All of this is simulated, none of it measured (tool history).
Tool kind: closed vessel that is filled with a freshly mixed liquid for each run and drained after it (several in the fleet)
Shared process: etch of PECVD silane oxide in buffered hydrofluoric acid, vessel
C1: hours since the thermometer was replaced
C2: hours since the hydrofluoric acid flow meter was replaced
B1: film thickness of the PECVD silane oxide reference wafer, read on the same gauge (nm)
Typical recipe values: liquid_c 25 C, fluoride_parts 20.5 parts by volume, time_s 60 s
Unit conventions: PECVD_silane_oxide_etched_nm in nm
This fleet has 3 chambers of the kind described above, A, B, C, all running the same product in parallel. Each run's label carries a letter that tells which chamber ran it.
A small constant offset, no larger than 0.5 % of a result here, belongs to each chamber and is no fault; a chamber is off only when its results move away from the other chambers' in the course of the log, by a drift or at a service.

Run 1B, hour 5.7: usual settings; C1 1232.6; C2 241.2; B1 129.99. Result: PECVD_silane_oxide_etched_nm 84.056 nm.
Run 2A, hour 11.5: usual settings; C1 1403.5; C2 564.4; B1 130.01. Result: PECVD_silane_oxide_etched_nm 85.668 nm.
Run 3C, hour 17: usual settings; C1 2214.9; C2 290.6; B1 130.01. Result: PECVD_silane_oxide_etched_nm 84.683 nm.
Run 4B, hour 21.9: usual settings; C1 1248.8; C2 257.4; B1 130. Result: PECVD_silane_oxide_etched_nm 86.246 nm.
Run 5C, hour 28.1: usual settings but time_s 75 s; C1 2226; C2 301.7; B1 129.99. Result: PECVD_silane_oxide_etched_nm 106.48 nm.
Run 6A, hour 34.5: usual settings but time_s 75 s; C1 1426.5; C2 587.4; B1 130. Result: PECVD_silane_oxide_etched_nm 104.2 nm.
Run 7C, hour 38.7: usual settings but time_s 75 s; C1 2236.6; C2 312.3; B1 130. Result: PECVD_silane_oxide_etched_nm 105.15 nm.
Run 8A, hour 42.4: usual settings but fluoride_parts 17.5 parts by volume; C1 1434.4; C2 595.3; B1 129.99. Result: PECVD_silane_oxide_etched_nm 97.562 nm.
Run 9B, hour 48.5: usual settings but fluoride_parts 17.5 parts by volume; C1 1275.4; C2 284; B1 130. Result: PECVD_silane_oxide_etched_nm 98.519 nm.
Run 10B, hour 54.2: usual settings but fluoride_parts 17.5 parts by volume; C1 1281.1; C2 289.7; B1 129.98. Result: PECVD_silane_oxide_etched_nm 98.436 nm.
Run 11A, hour 59.5: usual settings; C1 1451.5; C2 612.4; B1 130. Result: PECVD_silane_oxide_etched_nm 82.996 nm.
Run 12C, hour 65.5: usual settings; C1 2263.4; C2 339.1; B1 130.02. Result: PECVD_silane_oxide_etched_nm 84.745 nm.
Run 13C, hour 72: usual settings but liquid_c 22 C; C1 2269.9; C2 345.6; B1 130. Result: PECVD_silane_oxide_etched_nm 71.641 nm.
Run 14B, hour 75.9: usual settings but liquid_c 22 C; C1 1302.8; C2 311.4; B1 129.99. Result: PECVD_silane_oxide_etched_nm 72.754 nm.
Run 15A, hour 81.4: usual settings but liquid_c 22 C; C1 1473.4; C2 634.3; B1 130.02. Result: PECVD_silane_oxide_etched_nm 70.533 nm.
Run 16B, hour 87.6: usual settings; C1 1314.5; C2 323.1; B1 130. Result: PECVD_silane_oxide_etched_nm 84.354 nm.
Run 17A, hour 94: usual settings; C1 1486; C2 646.9; B1 130.01. Result: PECVD_silane_oxide_etched_nm 83.448 nm.
Run 18C, hour 97.1: usual settings; C1 2295; C2 370.7; B1 130. Result: PECVD_silane_oxide_etched_nm 85.015 nm.
Run 19C, hour 102.6: usual settings; C1 2300.5; C2 376.2; B1 130. Result: PECVD_silane_oxide_etched_nm 83.767 nm.
Run 20A, hour 108.4: usual settings; C1 1500.4; C2 661.3; B1 130. Result: PECVD_silane_oxide_etched_nm 81.183 nm.
Run 21B, hour 111.9: usual settings; C1 1338.8; C2 347.4; B1 130.01. Result: PECVD_silane_oxide_etched_nm 85.271 nm.
Run 22B, hour 118.2: usual settings; C1 1345.1; C2 353.7; B1 130. Result: PECVD_silane_oxide_etched_nm 83.902 nm.

Is one chamber out of step, is the gauge drifting, or do the chambers differ by no more than their own small offsets? For an off chamber, give its letter and the likeliest cause.

It is chamber A that slowly wanders off from its peers.
Most likely cause: liquid colder than its thermometer reads (K) = 1.21.
Not necessarily distinguishable in this log from: hydrofluoric acid flow below the setpoint (%).

Below are 4 candidate recipes for chamber A's next run, each the usual settings with a change, their results shown as question marks. Which of them brings A's results back in line with what the other chambers give on the usual settings?
In-line tolerance around the mean of the other chambers on the usual settings: PECVD_silane_oxide_etched_nm 2.8 nm
Run 23A-1, hour 123: usual settings but liquid_c 25.5 C, fluoride_parts 19.5 parts by volume. Result: PECVD_silane_oxide_etched_nm ?.
Run 23A-2, hour 123: usual settings but liquid_c 24.5 C, time_s 55 s. Result: PECVD_silane_oxide_etched_nm ?.
Run 23A-3, hour 123: usual settings but liquid_c 25.5 C, fluoride_parts 20 parts by volume, time_s 65 s. Result: PECVD_silane_oxide_etched_nm ?.
Run 23A-4, hour 123: usual settings but liquid_c 24 C. Result: PECVD_silane_oxide_etched_nm ?.

Mean of the other chambers on the usual settings: PECVD_silane_oxide_etched_nm 85.213 nm
  run  PECVD_silane_oxide_etched_nm
23A-1                        86.185
23A-2                        71.724
23A-3                        91.196
23A-4                        76.119
The right change is 23A-1: it brings the chamber back within the allowed miss of the others.
